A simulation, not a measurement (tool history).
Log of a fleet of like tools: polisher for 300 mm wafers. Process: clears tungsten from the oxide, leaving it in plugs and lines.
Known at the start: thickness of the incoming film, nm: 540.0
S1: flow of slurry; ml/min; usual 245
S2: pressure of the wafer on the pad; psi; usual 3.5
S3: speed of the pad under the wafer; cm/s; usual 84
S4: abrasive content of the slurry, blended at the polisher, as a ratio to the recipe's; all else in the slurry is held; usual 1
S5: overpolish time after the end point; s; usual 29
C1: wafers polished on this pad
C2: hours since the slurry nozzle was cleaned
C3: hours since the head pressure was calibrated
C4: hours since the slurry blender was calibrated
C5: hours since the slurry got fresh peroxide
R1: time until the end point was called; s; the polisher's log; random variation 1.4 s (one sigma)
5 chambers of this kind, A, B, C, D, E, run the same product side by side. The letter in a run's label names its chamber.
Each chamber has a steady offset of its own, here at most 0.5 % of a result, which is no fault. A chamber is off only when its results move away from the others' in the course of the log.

run 1C hour=5.1 | S1=245 S2=3.5 S3=84 S4=1 S5=29 | C1=627 C2=39.8 C3=410.8 C4=48.3 C5=7 | R1=132.01
run 2D hour=9.7 | S1=245 S2=3.5 S3=84 S4=1 S5=29 | C1=92 C2=17 C3=436.2 C4=89.8 C5=50.3 | R1=134.05
-- hour=14.1 chamber B: head pressure recalibrated
run 3A hour=15.8 | S1=245 S2=3.5 S3=84 S4=1 S5=29 | C1=384 C2=269.9 C3=264.7 C4=156.7 C5=71.4 | R1=132.81
-- hour=16.5 chamber D: slurry tank refilled with fresh slurry and peroxide
run 4B hour=20.3 | S1=245 S2=3.5 S3=84 S4=1 S5=29 | C1=1093 C2=298.9 C3=6.3 C4=163.8 C5=26.9 | R1=132.23
run 5E hour=25.8 | S1=245 S2=3.5 S3=84 S4=1 S5=29 | C1=819 C2=239.8 C3=769.8 C4=404.7 C5=94.2 | R1=128.92
run 6E hour=29.4 | S1=245 S2=3.1 S3=70 S4=1 S5=29 | C1=839 C2=243.4 C3=773.4 C4=408.3 C5=97.8 | R1=179.38
run 7C hour=34.3 | S1=245 S2=3.1 S3=70 S4=1 S5=29 | C1=785 C2=69 C3=440 C4=77.5 C5=36.2 | R1=179.08
run 8D hour=40.9 | S1=245 S2=3.1 S3=70 S4=1 S5=29 | C1=261 C2=48.2 C3=467.4 C4=121 C5=24.5 | R1=182.24
run 9A hour=45.7 | S1=245 S2=3.1 S3=70 S4=1 S5=29 | C1=546 C2=299.8 C3=294.6 C4=186.6 C5=101.3 | R1=180.23
-- hour=45.8 chamber E: worn pad replaced by a new one
-- hour=47.4 chamber A: slurry blender recalibrated
run 10B hour=50.1 | S1=245 S2=3.1 S3=70 S4=1 S5=29 | C1=1254 C2=328.7 C3=36.1 C4=193.6 C5=56.7 | R1=181.18
run 11D hour=54.6 | S1=245 S2=3.5 S3=84 S4=1 S5=29 | C1=335 C2=61.9 C3=481.1 C4=134.7 C5=38.2 | R1=129.38
-- hour=54.9 chamber E: slurry tank refilled with fresh slurry and peroxide
run 12B hour=59.4 | S1=245 S2=3.5 S3=84 S4=1 S5=29 | C1=1305 C2=338 C3=45.4 C4=202.9 C5=66 | R1=134.06
-- hour=60.5 chamber D: slurry tank refilled with fresh slurry and peroxide
-- hour=61.7 chamber A: slurry tank refilled with fresh slurry and peroxide
-- hour=63.7 chamber E: slurry blender recalibrated
run 13C hour=66 | S1=245 S2=3.5 S3=84 S4=1 S5=29 | C1=957 C2=100.7 C3=471.7 C4=109.2 C5=67.9 | R1=131.89
-- hour=67.2 chamber B: worn pad replaced by a new one
run 14A hour=71.2 | S1=245 S2=3.5 S3=84 S4=1 S5=29 | C1=685 C2=325.3 C3=320.1 C4=23.8 C5=9.6 | R1=130.2
-- hour=72.3 chamber C: worn pad replaced by a new one
run 15E hour=76.5 | S1=245 S2=3.5 S3=84 S4=1 S5=29 | C1=166 C2=290.5 C3=820.5 C4=12.9 C5=21.6 | R1=130.35
-- hour=81.2 chamber E: head pressure recalibrated
run 16A hour=82.1 | S1=245 S2=3.5 S3=84 S4=1 S5=29 | C1=744 C2=336.2 C3=331 C4=34.7 C5=20.5 | R1=133.43
run 17C hour=88.6 | S1=245 S2=3.5 S3=84 S4=1 S5=29 | C1=88 C2=123.3 C3=494.3 C4=131.8 C5=90.5 | R1=131.04
run 18D hour=92.3 | S1=245 S2=3.5 S3=84 S4=1 S5=29 | C1=540 C2=99.6 C3=518.8 C4=172.4 C5=31.8 | R1=132.11
-- hour=96.2 chamber A: worn pad replaced by a new one
run 19E hour=96.8 | S1=245 S2=3.5 S3=84 S4=1 S5=29 | C1=277 C2=310.8 C3=15.6 C4=33.2 C5=41.9 | R1=121.74
run 20B hour=101.3 | S1=245 S2=3.5 S3=84 S4=1 S5=29 | C1=185 C2=379.9 C3=87.3 C4=244.8 C5=107.9 | R1=134.6
-- hour=103.3 chamber D: slurry tank refilled with fresh slurry and peroxide
run 21D hour=107.6 | S1=245 S2=3.5 S3=84 S4=1 S5=29 | C1=623 C2=114.9 C3=534.1 C4=187.7 C5=4.3 | R1=131.86
run 22C hour=114.4 | S1=245 S2=3.5 S3=84 S4=1 S5=29 | C1=228 C2=149.1 C3=520.1 C4=157.6 C5=116.3 | R1=132.07
run 23B hour=118 | S1=245 S2=3.5 S3=84 S4=1 S5=29 | C1=275 C2=396.6 C3=104 C4=261.5 C5=124.6 | R1=133.79
run 24E hour=121.3 | S1=245 S2=3.5 S3=84 S4=1 S5=29 | C1=410 C2=335.3 C3=40.1 C4=57.7 C5=66.4 | R1=120.6
run 25A hour=127.9 | S1=245 S2=3.5 S3=104 S4=1 S5=29 | C1=172 C2=382 C3=376.8 C4=80.5 C5=66.3 | R1=105.29
run 26B hour=133.1 | S1=245 S2=3.5 S3=104 S4=1 S5=29 | C1=357 C2=411.7 C3=119.1 C4=276.6 C5=139.7 | R1=107.41
-- hour=136.8 chamber C: slurry blender recalibrated
run 27E hour=138.8 | S1=245 S2=3.5 S3=104 S4=1 S5=29 | C1=505 C2=352.8 C3=57.6 C4=75.2 C5=83.9 | R1=97.818
run 28D hour=142.4 | S1=245 S2=3.5 S3=104 S4=1 S5=29 | C1=812 C2=149.7 C3=568.9 C4=222.5 C5=39.1 | R1=106.57
run 29A hour=147.2 | S1=245 S2=3.5 S3=104 S4=1 S5=29 | C1=277 C2=401.3 C3=396.1 C4=99.8 C5=85.6 | R1=106.99
run 30C hour=150.8 | S1=245 S2=3.5 S3=84 S4=1 S5=29 | C1=426 C2=185.5 C3=556.5 C4=14 C5=152.7 | R1=133.54
-- hour=154.9 chamber D: slurry tank refilled with fresh slurry and peroxide
-- hour=157.2 chamber C: slurry tank refilled with fresh slurry and peroxide
run 31A hour=157.4 | S1=245 S2=3.5 S3=84 S4=1 S5=29 | C1=332 C2=411.5 C3=406.3 C4=110 C5=95.8 | R1=132.81
run 32C hour=162.7 | S1=245 S2=3.5 S3=84 S4=1 S5=29 | C1=490 C2=197.4 C3=568.4 C4=25.9 C5=5.6 | R1=133.01
run 33E hour=167.5 | S1=290 S2=3.5 S3=84 S4=0.75 S5=29 | C1=661 C2=381.5 C3=86.3 C4=103.9 C5=112.6 | R1=127.45
-- hour=171 chamber D: head pressure recalibrated
run 34B hour=173 | S1=290 S2=3.5 S3=84 S4=0.75 S5=29 | C1=574 C2=451.6 C3=159 C4=316.5 C5=179.6 | R1=137.62
-- hour=173.4 chamber A: slurry tank refilled with fresh slurry and peroxide
run 35D hour=176.9 | S1=290 S2=3.5 S3=84 S4=0.75 S5=29 | C1=999 C2=184.2 C3=5.9 C4=257 C5=22.1 | R1=138.66
-- hour=177.4 chamber B: slurry nozzle cleaned
run 36A hour=180.7 | S1=290 S2=3.5 S3=84 S4=0.75 S5=29 | C1=459 C2=434.8 C3=429.6 C4=133.3 C5=7.3 | R1=139.3
run 37B hour=186.4 | S1=290 S2=3.5 S3=84 S4=0.75 S5=29 | C1=647 C2=9.1 C3=172.4 C4=329.9 C5=193 | R1=139.54

Next, every chamber runs the same settings. What will each give?
run 38A hour=191.2 | S1=245 S2=3.5 S3=62 S4=1 S5=29 | R1=?
run 38B hour=191.2 | S1=245 S2=3.5 S3=62 S4=1 S5=29 | R1=?
run 38C hour=191.2 | S1=245 S2=3.5 S3=62 S4=1 S5=29 | R1=?
run 38D hour=191.2 | S1=245 S2=3.5 S3=62 S4=1 S5=29 | R1=?
run 38E hour=191.2 | S1=245 S2=3.5 S3=62 S4=1 S5=29 | R1=?

run=38A R1=181.79
run=38B R1=179.37
run=38C R1=182.78
run=38D R1=185.53
run=38E R1=164.8
